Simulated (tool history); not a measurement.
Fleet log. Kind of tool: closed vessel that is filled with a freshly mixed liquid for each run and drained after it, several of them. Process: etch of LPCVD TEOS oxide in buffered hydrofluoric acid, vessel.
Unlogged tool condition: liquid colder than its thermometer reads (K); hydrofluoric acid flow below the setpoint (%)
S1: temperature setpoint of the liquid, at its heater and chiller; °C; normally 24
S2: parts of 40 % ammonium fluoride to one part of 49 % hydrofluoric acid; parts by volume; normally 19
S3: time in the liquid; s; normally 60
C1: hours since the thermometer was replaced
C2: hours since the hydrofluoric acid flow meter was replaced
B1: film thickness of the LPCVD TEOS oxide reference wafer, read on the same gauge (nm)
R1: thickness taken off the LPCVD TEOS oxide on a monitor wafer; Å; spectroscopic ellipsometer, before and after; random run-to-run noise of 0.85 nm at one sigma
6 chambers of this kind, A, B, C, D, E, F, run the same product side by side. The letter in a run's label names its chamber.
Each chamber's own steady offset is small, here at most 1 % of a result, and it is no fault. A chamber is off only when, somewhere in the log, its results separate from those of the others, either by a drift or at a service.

run,day,S1,S2,S3,C1,C2,B1,R1
1C,0.221,24,19,60,359.1,32.1,90.023,1020.8
2B,0.604,24,19,60,745,1009.2,90.002,1025.7
3A,1.008,24,19,60,884.9,1469,89.987,1009.9
4F,1.317,24,19,60,260.1,90.6,90.029,997.85
5D,1.554,24,19,60,2146,377.2,90.026,992.38
6E,1.879,22,15.5,60,458,529.4,90.008,1099
7A,2.175,22,15.5,60,912.9,1497,89.988,1093.9
8C,2.425,22,15.5,60,412,85,90.012,1086.7
9E,2.625,22,15.5,60,475.9,547.3,90.015,1106.4
10D,2.838,22,15.5,60,2176.8,408,90.015,1106
11F,3.158,22,15.5,60,304.3,134.8,90.02,1115.2
12B,3.5,24,19,60,814.5,1078.7,89.972,1007.5
13E,3.883,24,19,60,506.1,577.5,89.974,1028.7
14B,4.3,24,19,60,833.7,1097.9,90,1013.4
15A,4.554,24,19,60,970,1554.1,90.022,995.67
16F,4.867,24,19,60,345.3,175.8,90.009,1007.8
17D,5.108,24,19,60,2231.3,462.5,90.016,992.25
18C,5.342,24,19,60,482,155,89.981,1015
19E,5.667,24,19,60,548.9,620.3,90.017,1001.5
20A,6.042,24,19,60,1005.7,1589.8,89.979,982.89
21D,6.279,24,19,60,2259.4,490.6,90.003,1008
22F,6.617,24,19,60,387.3,217.8,89.98,1005.1
23B,6.883,24,19,60,895.7,1159.9,90.005,1020.9
# day 7.262: chamber E: thermometer replaced
24C,7.329,24,19,60,529.7,202.7,90.024,1013.8
25B,7.704,24,19,60,915.4,1179.6,89.979,1015.8
26C,7.983,24,19,60,545.4,218.4,89.983,1013.5
27E,8.412,24,19,60,27.6,686.2,90.016,1007.7
# day 8.588: chamber D: hydrofluoric acid flow meter replaced
28F,8.721,24,19,60,437.8,268.3,90.01,1010.2
29A,9.096,24,19,60,1079,1663.1,90.033,966.73
30D,9.296,24,19,60,2331.8,17.1,89.996,1000.3
31F,9.692,24,19,60,461.1,291.6,89.986,1004.2
32C,10.012,24,19,60,594.1,267.1,89.983,999.89
33B,10.358,24,19,60,979.1,1243.3,89.996,1016.9
34D,10.767,24,19,60,2367.1,52.4,89.984,1006.5
35A,11.062,24,19,60,1126.2,1710.3,90.011,933.53
36E,11.5,24,19,60,101.7,760.3,90.008,1022.6
37F,11.933,24,19,60,514.9,345.4,90.023,1012.2
38D,12.354,26,19,30,2405.2,90.5,90.028,550.27
39E,12.625,26,19,30,128.7,787.3,89.997,559.19
40B,12.9,26,19,30,1040.1,1304.3,89.983,566.6
41A,13.233,26,19,30,1178.3,1762.4,90.004,508.66
42C,13.667,26,19,30,681.8,354.8,89.982,567.38

Has any chamber moved away from the others, gradually or after a service, or does the common gauge drift, or do the chambers differ only by their own small steady offsets? State the chamber and the most likely cause if one applies.

Chamber A drifts away from the others.
Cause: liquid colder than its thermometer reads (K) = 2.08.
From this log alone, it may not be told apart from: hydrofluoric acid flow below the setpoint (%).

Here are 4 candidates for chamber A's next run, each the usual settings with a change, their results left as question marks. Which one brings its results back in line with what the others give on the usual settings?
In line here means within this much of the mean the other chambers give on the usual settings: R1 30 Å
43A-1,13.988,24,15,60,,,,?
43A-2,13.988,24,25.5,60,,,,?
43A-3,13.988,24,19.5,55,,,,?
43A-4,13.988,24.5,17.5,60,,,,?

Usual-settings mean across the other chambers: R1 1006.7 Å
run,R1
43A-1,1130.3
43A-2,724.61
43A-3,803.44
43A-4,1001.6
Change 43A-4 lands the chamber within the allowed miss of the other chambers.
